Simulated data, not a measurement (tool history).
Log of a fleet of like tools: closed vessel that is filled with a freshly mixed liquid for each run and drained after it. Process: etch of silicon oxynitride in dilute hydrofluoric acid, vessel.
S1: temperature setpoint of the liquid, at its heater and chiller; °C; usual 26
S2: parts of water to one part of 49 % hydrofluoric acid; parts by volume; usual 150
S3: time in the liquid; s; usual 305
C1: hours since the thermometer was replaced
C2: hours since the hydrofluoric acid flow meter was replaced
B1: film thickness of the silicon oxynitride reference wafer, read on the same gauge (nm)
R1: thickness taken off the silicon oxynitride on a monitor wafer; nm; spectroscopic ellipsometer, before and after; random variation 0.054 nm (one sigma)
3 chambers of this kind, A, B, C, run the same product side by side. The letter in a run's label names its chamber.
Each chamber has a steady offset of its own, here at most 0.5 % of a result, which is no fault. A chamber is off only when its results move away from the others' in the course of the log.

run 1C hour=7.0 | S1=26 S2=150 S3=305 | C1=495.5 C2=1228.6 | B1=60.002 | R1=8.2925
run 2A hour=13.4 | S1=26 S2=150 S3=305 | C1=1236.4 C2=44.6 | B1=60.019 | R1=8.4189
run 3B hour=19.5 | S1=26 S2=150 S3=305 | C1=378.9 C2=1032.4 | B1=59.997 | R1=8.3777
run 4A hour=24.1 | S1=26 S2=150 S3=305 | C1=1247.1 C2=55.3 | B1=60.002 | R1=8.4363
run 5B hour=29.3 | S1=26 S2=150 S3=305 | C1=388.7 C2=1042.2 | B1=60.002 | R1=8.4314
run 6C hour=36.4 | S1=26 S2=150 S3=305 | C1=524.9 C2=1258.0 | B1=59.989 | R1=8.2837
run 7B hour=39.8 | S1=26 S2=150 S3=305 | C1=399.2 C2=1052.7 | B1=59.986 | R1=8.4634
run 8C hour=44.6 | S1=26 S2=150 S3=305 | C1=533.1 C2=1266.2 | B1=60.008 | R1=8.2612
run 9A hour=49.9 | S1=26 S2=150 S3=305 | C1=1272.9 C2=81.1 | B1=59.990 | R1=8.3188
run 10B hour=55.4 | S1=26 S2=150 S3=305 | C1=414.8 C2=1068.3 | B1=60.003 | R1=8.3899
run 11A hour=61.4 | S1=26 S2=150 S3=305 | C1=1284.4 C2=92.6 | B1=60.006 | R1=8.3717
run 12C hour=66.2 | S1=26 S2=150 S3=305 | C1=554.7 C2=1287.8 | B1=60.002 | R1=8.3729
run 13C hour=70.8 | S1=26 S2=150 S3=305 | C1=559.3 C2=1292.4 | B1=59.982 | R1=8.3870
run 14A hour=74.7 | S1=26 S2=150 S3=305 | C1=1297.7 C2=105.9 | B1=60.015 | R1=8.3568
run 15B hour=80.0 | S1=26 S2=215 S3=305 | C1=439.4 C2=1092.9 | B1=59.996 | R1=5.5325
run 16B hour=86.8 | S1=26 S2=215 S3=305 | C1=446.2 C2=1099.7 | B1=60.012 | R1=5.5737
run 17C hour=91.3 | S1=26 S2=215 S3=305 | C1=579.8 C2=1312.9 | B1=59.989 | R1=5.6076
run 18A hour=97.0 | S1=26 S2=150 S3=305 | C1=1320.0 C2=128.2 | B1=59.991 | R1=8.3678
run 19C hour=103.9 | S1=26 S2=150 S3=305 | C1=592.4 C2=1325.5 | B1=59.992 | R1=8.4918
run 20A hour=107.5 | S1=26 S2=150 S3=305 | C1=1330.5 C2=138.7 | B1=59.997 | R1=8.3243
run 21B hour=114.0 | S1=26 S2=205 S3=200 | C1=473.4 C2=1126.9 | B1=59.997 | R1=3.8291
run 22A hour=119.4 | S1=26 S2=205 S3=200 | C1=1342.4 C2=150.6 | B1=60.000 | R1=3.8473
run 23B hour=125.5 | S1=26 S2=205 S3=200 | C1=484.9 C2=1138.4 | B1=59.972 | R1=3.8507
run 24C hour=129.4 | S1=26 S2=150 S3=305 | C1=617.9 C2=1351.0 | B1=60.022 | R1=8.6082
run 25C hour=134.5 | S1=26 S2=150 S3=305 | C1=623.0 C2=1356.1 | B1=60.009 | R1=8.6857
run 26B hour=139.7 | S1=26 S2=150 S3=305 | C1=499.1 C2=1152.6 | B1=59.975 | R1=8.3072
run 27A hour=143.1 | S1=26 S2=150 S3=305 | C1=1366.1 C2=174.3 | B1=60.015 | R1=8.3906
run 28B hour=148.1 | S1=26 S2=95 S3=305 | C1=507.5 C2=1161.0 | B1=60.013 | R1=13.8030
run 29A hour=154.8 | S1=26 S2=95 S3=305 | C1=1377.8 C2=186.0 | B1=59.994 | R1=13.8320
run 30C hour=160.9 | S1=26 S2=95 S3=305 | C1=649.4 C2=1382.5 | B1=59.995 | R1=14.6040
run 31A hour=165.3 | S1=26 S2=150 S3=305 | C1=1388.3 C2=196.5 | B1=60.022 | R1=8.2892
run 32B hour=170.6 | S1=26 S2=150 S3=305 | C1=530.0 C2=1183.5 | B1=60.011 | R1=8.3727
run 33C hour=176.2 | S1=26 S2=150 S3=305 | C1=664.7 C2=1397.8 | B1=59.993 | R1=8.9137
run 34C hour=182.0 | S1=26 S2=150 S3=305 | C1=670.5 C2=1403.6 | B1=60.003 | R1=8.9020
run 35B hour=189.6 | S1=26 S2=150 S3=305 | C1=549.0 C2=1202.5 | B1=60.004 | R1=8.2993

Is one chamber off against the others, does the gauge drift, or is nothing wrong? If a chamber is off, say which, and what the likeliest cause is.

Chamber C drifts away from the others.
Cause: liquid hotter than its thermometer reads (K) = 1.82.
The log may not tell that from: hydrofluoric acid flow above the setpoint (%).

Here are 4 candidates for chamber C's next run, each the usual settings with a change, their results left as question marks. Which one brings its results back in line with what the others give on the usual settings?
In line means no further than this from the other chambers' mean on the usual settings: R1 0.1900 nm
run 36C-1 hour=195.1 | S1=26.0 S2=160 S3=305 | R1=?
run 36C-2 hour=195.1 | S1=26.0 S2=140 S3=330 | R1=?
run 36C-3 hour=195.1 | S1=26.0 S2=140 S3=305 | R1=?
run 36C-4 hour=195.1 | S1=25.5 S2=170 S3=305 | R1=?

The other chambers' mean on the usual settings: R1 8.3546 nm
run=36C-1 R1=8.3921
run=36C-2 R1=10.5550
run=36C-3 R1=9.7550
run=36C-4 R1=7.6626
36C-1 brings the chamber back in line.

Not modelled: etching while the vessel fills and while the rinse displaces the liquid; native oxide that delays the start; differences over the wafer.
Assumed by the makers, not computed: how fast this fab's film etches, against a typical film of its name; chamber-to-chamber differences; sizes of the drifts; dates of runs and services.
